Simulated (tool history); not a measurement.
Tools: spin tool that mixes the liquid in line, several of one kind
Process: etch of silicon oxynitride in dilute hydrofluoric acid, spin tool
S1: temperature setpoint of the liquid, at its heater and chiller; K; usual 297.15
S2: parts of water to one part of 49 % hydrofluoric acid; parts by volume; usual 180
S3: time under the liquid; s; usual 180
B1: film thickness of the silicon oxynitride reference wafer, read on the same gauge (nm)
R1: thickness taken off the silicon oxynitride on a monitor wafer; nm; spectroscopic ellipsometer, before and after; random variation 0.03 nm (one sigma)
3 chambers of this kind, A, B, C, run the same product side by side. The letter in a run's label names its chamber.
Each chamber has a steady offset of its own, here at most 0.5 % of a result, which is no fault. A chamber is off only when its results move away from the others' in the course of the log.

{"run": "1A", "hour": 3.8, "S1": 297.15, "S2": 180, "S3": 180, "B1": 130, "R1": 2.2699}
{"run": "2B", "hour": 6.3, "S1": 297.15, "S2": 180, "S3": 180, "B1": 130, "R1": 2.2342}
{"run": "3C", "hour": 10.6, "S1": 297.15, "S2": 180, "S3": 180, "B1": 130, "R1": 2.2304}
{"run": "4C", "hour": 16.0, "S1": 297.15, "S2": 180, "S3": 180, "B1": 130.02, "R1": 2.256}
{"run": "5B", "hour": 21.8, "S1": 297.15, "S2": 180, "S3": 180, "B1": 130, "R1": 2.1991}
{"run": "6A", "hour": 25.4, "S1": 297.15, "S2": 180, "S3": 180, "B1": 129.99, "R1": 2.2925}
{"run": "7A", "hour": 28.9, "S1": 299.15, "S2": 220, "S3": 180, "B1": 129.98, "R1": 1.986}
{"run": "8C", "hour": 33.9, "S1": 299.15, "S2": 220, "S3": 180, "B1": 130.01, "R1": 1.8932}
{"run": "9B", "hour": 36.6, "S1": 299.15, "S2": 220, "S3": 180, "B1": 130, "R1": 1.983}
{"run": "10B", "hour": 39.7, "S1": 297.15, "S2": 180, "S3": 180, "B1": 130.01, "R1": 2.2699}
{"run": "11C", "hour": 45.3, "S1": 297.15, "S2": 180, "S3": 180, "B1": 129.99, "R1": 2.1586}
{"run": "12A", "hour": 48.2, "S1": 297.15, "S2": 180, "S3": 145, "B1": 130.03, "R1": 1.8069}
{"run": "13A", "hour": 52.1, "S1": 297.15, "S2": 180, "S3": 145, "B1": 129.99, "R1": 1.7663}
{"run": "14B", "hour": 57.1, "S1": 297.15, "S2": 180, "S3": 145, "B1": 130.01, "R1": 1.8857}
{"run": "15C", "hour": 60.9, "S1": 297.15, "S2": 180, "S3": 180, "B1": 129.99, "R1": 2.1822}
{"run": "16A", "hour": 63.6, "S1": 297.15, "S2": 180, "S3": 180, "B1": 130.01, "R1": 2.1984}
{"run": "17C", "hour": 67.0, "S1": 297.15, "S2": 180, "S3": 180, "B1": 130, "R1": 2.2336}
{"run": "18B", "hour": 72.6, "S1": 297.15, "S2": 180, "S3": 95, "B1": 130, "R1": 1.2798}
{"run": "19A", "hour": 75.3, "S1": 297.15, "S2": 180, "S3": 95, "B1": 130, "R1": 1.1886}
{"run": "20B", "hour": 78.8, "S1": 297.15, "S2": 180, "S3": 95, "B1": 129.98, "R1": 1.3098}
{"run": "21C", "hour": 83.3, "S1": 297.15, "S2": 180, "S3": 180, "B1": 129.98, "R1": 2.2694}

Is one chamber off against the others, does the gauge drift, or is nothing wrong? If a chamber is off, say which, and what the likeliest cause is.

Chamber B drifts away from the others.
Cause: hydrofluoric acid flow above the setpoint (%) = 9.56.
The log may not tell that from: liquid hotter than its thermometer reads (K).

Here are 4 candidates for chamber B's next run, each the usual settings with a change, their results left as question marks. Which one brings its results back in line with what the others give on the usual settings?
In line means no further than this from the other chambers' mean on the usual settings: R1 0.1 nm
{"run": "22B-1", "hour": 87.5, "S1": 297.15, "S2": 175, "S3": 190, "R1": "?"}
{"run": "22B-2", "hour": 87.5, "S1": 297.15, "S2": 210, "S3": 180, "R1": "?"}
{"run": "22B-3", "hour": 87.5, "S1": 297.15, "S2": 195, "S3": 180, "R1": "?"}
{"run": "22B-4", "hour": 87.5, "S1": 297.65, "S2": 170, "S3": 195, "R1": "?"}

The other chambers' mean on the usual settings: R1 2.2323 nm
run=22B-1 R1=2.7053
run=22B-2 R1=2.0803
run=22B-3 R1=2.2652
run=22B-4 R1=2.9354
22B-3 brings the chamber back in line.
